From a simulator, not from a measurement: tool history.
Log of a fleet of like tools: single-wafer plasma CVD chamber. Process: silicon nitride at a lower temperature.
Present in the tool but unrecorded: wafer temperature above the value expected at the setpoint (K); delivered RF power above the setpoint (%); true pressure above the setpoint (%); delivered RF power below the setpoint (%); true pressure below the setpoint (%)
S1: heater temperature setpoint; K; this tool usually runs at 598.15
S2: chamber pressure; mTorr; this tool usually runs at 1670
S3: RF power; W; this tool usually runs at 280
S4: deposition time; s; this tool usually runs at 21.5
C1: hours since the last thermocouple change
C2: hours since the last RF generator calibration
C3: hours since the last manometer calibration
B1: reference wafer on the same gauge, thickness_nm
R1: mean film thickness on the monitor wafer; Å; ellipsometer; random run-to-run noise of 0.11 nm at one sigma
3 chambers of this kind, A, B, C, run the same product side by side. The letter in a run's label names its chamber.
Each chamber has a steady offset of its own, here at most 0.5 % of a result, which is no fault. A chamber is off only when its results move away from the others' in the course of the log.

run 1A hour=11.9 | S1=598.15 S2=1670 S3=280 S4=21.5 | C1=317.8 C2=1302.4 C3=924.7 | B1=27.377 | R1=244.15
run 2B hour=18.8 | S1=598.15 S2=1670 S3=280 S4=21.5 | C1=1681.3 C2=903.1 C3=2374 | B1=27.377 | R1=243.5
run 3C hour=30 | S1=598.15 S2=1670 S3=280 S4=21.5 | C1=2014.9 C2=909.2 C3=754.4 | B1=27.381 | R1=247.22
run 4A hour=35.5 | S1=598.15 S2=1670 S3=280 S4=21.5 | C1=341.4 C2=1326 C3=948.3 | B1=27.383 | R1=243.6
-- hour=42.2 chamber C: thermocouple changed; heater temperature recalibrated
run 5C hour=47.2 | S1=598.15 S2=1670 S3=280 S4=21.5 | C1=5.1 C2=926.4 C3=771.6 | B1=27.403 | R1=246.06
run 6B hour=57.4 | S1=598.15 S2=1670 S3=280 S4=21.5 | C1=1719.9 C2=941.7 C3=2412.6 | B1=27.427 | R1=244.97
run 7B hour=67.2 | S1=598.15 S2=1930 S3=260 S4=21.5 | C1=1729.7 C2=951.5 C3=2422.4 | B1=27.393 | R1=238.87
run 8A hour=77.3 | S1=598.15 S2=1930 S3=260 S4=21.5 | C1=383.2 C2=1367.8 C3=990.1 | B1=27.408 | R1=241.51
run 9C hour=87.1 | S1=598.15 S2=1930 S3=260 S4=21.5 | C1=45 C2=966.3 C3=811.5 | B1=27.432 | R1=243.93
run 10C hour=94.1 | S1=598.15 S2=1670 S3=280 S4=21.5 | C1=52 C2=973.3 C3=818.5 | B1=27.405 | R1=246.75
run 11B hour=100.5 | S1=598.15 S2=1670 S3=280 S4=24.1 | C1=1763 C2=984.8 C3=2455.7 | B1=27.389 | R1=273.6
run 12A hour=112 | S1=598.15 S2=1670 S3=280 S4=24.1 | C1=417.9 C2=1402.5 C3=1024.8 | B1=27.397 | R1=274.97
run 13B hour=120.2 | S1=598.15 S2=1670 S3=280 S4=24.1 | C1=1782.7 C2=1004.5 C3=2475.4 | B1=27.42 | R1=272.23
run 14C hour=128.1 | S1=598.15 S2=1670 S3=280 S4=21.5 | C1=86 C2=1007.3 C3=852.5 | B1=27.413 | R1=245.44
run 15A hour=135.7 | S1=598.15 S2=1500 S3=280 S4=21.5 | C1=441.6 C2=1426.2 C3=1048.5 | B1=27.385 | R1=238.45
-- hour=145 chamber B: capacitance manometer re-zeroed and calibrated
run 16B hour=147.2 | S1=598.15 S2=1500 S3=280 S4=21.5 | C1=1809.7 C2=1031.5 C3=2.2 | B1=27.415 | R1=235.89
run 17A hour=156.1 | S1=598.15 S2=1500 S3=280 S4=21.5 | C1=462 C2=1446.6 C3=1068.9 | B1=27.399 | R1=239.27
run 18C hour=162.5 | S1=598.15 S2=1670 S3=280 S4=21.5 | C1=120.4 C2=1041.7 C3=886.9 | B1=27.389 | R1=245.65
run 19C hour=171.8 | S1=608.15 S2=1670 S3=280 S4=21.5 | C1=129.7 C2=1051 C3=896.2 | B1=27.403 | R1=244.84
run 20A hour=179.6 | S1=608.15 S2=1670 S3=280 S4=21.5 | C1=485.5 C2=1470.1 C3=1092.4 | B1=27.394 | R1=244.03
run 21B hour=187.5 | S1=608.15 S2=1670 S3=280 S4=21.5 | C1=1850 C2=1071.8 C3=42.5 | B1=27.374 | R1=237.67
run 22A hour=197.4 | S1=598.15 S2=1670 S3=280 S4=21.5 | C1=503.3 C2=1487.9 C3=1110.2 | B1=27.4 | R1=246.08
run 23B hour=208.6 | S1=598.15 S2=1670 S3=280 S4=21.5 | C1=1871.1 C2=1092.9 C3=63.6 | B1=27.407 | R1=239.99
run 24C hour=220.7 | S1=598.15 S2=1670 S3=280 S4=21.5 | C1=178.6 C2=1099.9 C3=945.1 | B1=27.422 | R1=247.37
run 25A hour=227.6 | S1=598.15 S2=1670 S3=280 S4=21.5 | C1=533.5 C2=1518.1 C3=1140.4 | B1=27.391 | R1=245.64
run 26C hour=236.8 | S1=598.15 S2=1670 S3=310 S4=23.8 | C1=194.7 C2=1116 C3=961.2 | B1=27.394 | R1=291.65
run 27B hour=244 | S1=598.15 S2=1670 S3=310 S4=23.8 | C1=1906.5 C2=1128.3 C3=99 | B1=27.411 | R1=285.51
run 28B hour=252.2 | S1=598.15 S2=1670 S3=310 S4=23.8 | C1=1914.7 C2=1136.5 C3=107.2 | B1=27.418 | R1=282.5
run 29A hour=262.9 | S1=598.15 S2=1670 S3=280 S4=21.5 | C1=568.8 C2=1553.4 C3=1175.7 | B1=27.397 | R1=245.82
run 30C hour=269.3 | S1=598.15 S2=1670 S3=280 S4=21.5 | C1=227.2 C2=1148.5 C3=993.7 | B1=27.407 | R1=245.3
run 31C hour=278.1 | S1=607.15 S2=1670 S3=280 S4=21.5 | C1=236 C2=1157.3 C3=1002.5 | B1=27.4 | R1=244.76
run 32A hour=285.3 | S1=607.15 S2=1670 S3=280 S4=21.5 | C1=591.2 C2=1575.8 C3=1198.1 | B1=27.38 | R1=245.02
run 33B hour=292.7 | S1=607.15 S2=1670 S3=280 S4=21.5 | C1=1955.2 C2=1177 C3=147.7 | B1=27.408 | R1=235.88
run 34A hour=301.2 | S1=598.15 S2=1670 S3=280 S4=21.5 | C1=607.1 C2=1591.7 C3=1214 | B1=27.404 | R1=245.13
run 35C hour=307.6 | S1=598.15 S2=1670 S3=280 S4=21.5 | C1=265.5 C2=1186.8 C3=1032 | B1=27.388 | R1=247.72

The same settings go to every chamber for the next run, one line per chamber below. Forecast the results for each:
run 36A hour=316.3 | S1=598.15 S2=1350 S3=280 S4=21.5 | R1=?
run 36B hour=316.3 | S1=598.15 S2=1350 S3=280 S4=21.5 | R1=?
run 36C hour=316.3 | S1=598.15 S2=1350 S3=280 S4=21.5 | R1=?

run=36A R1=231.81
run=36B R1=221.63
run=36C R1=230.56
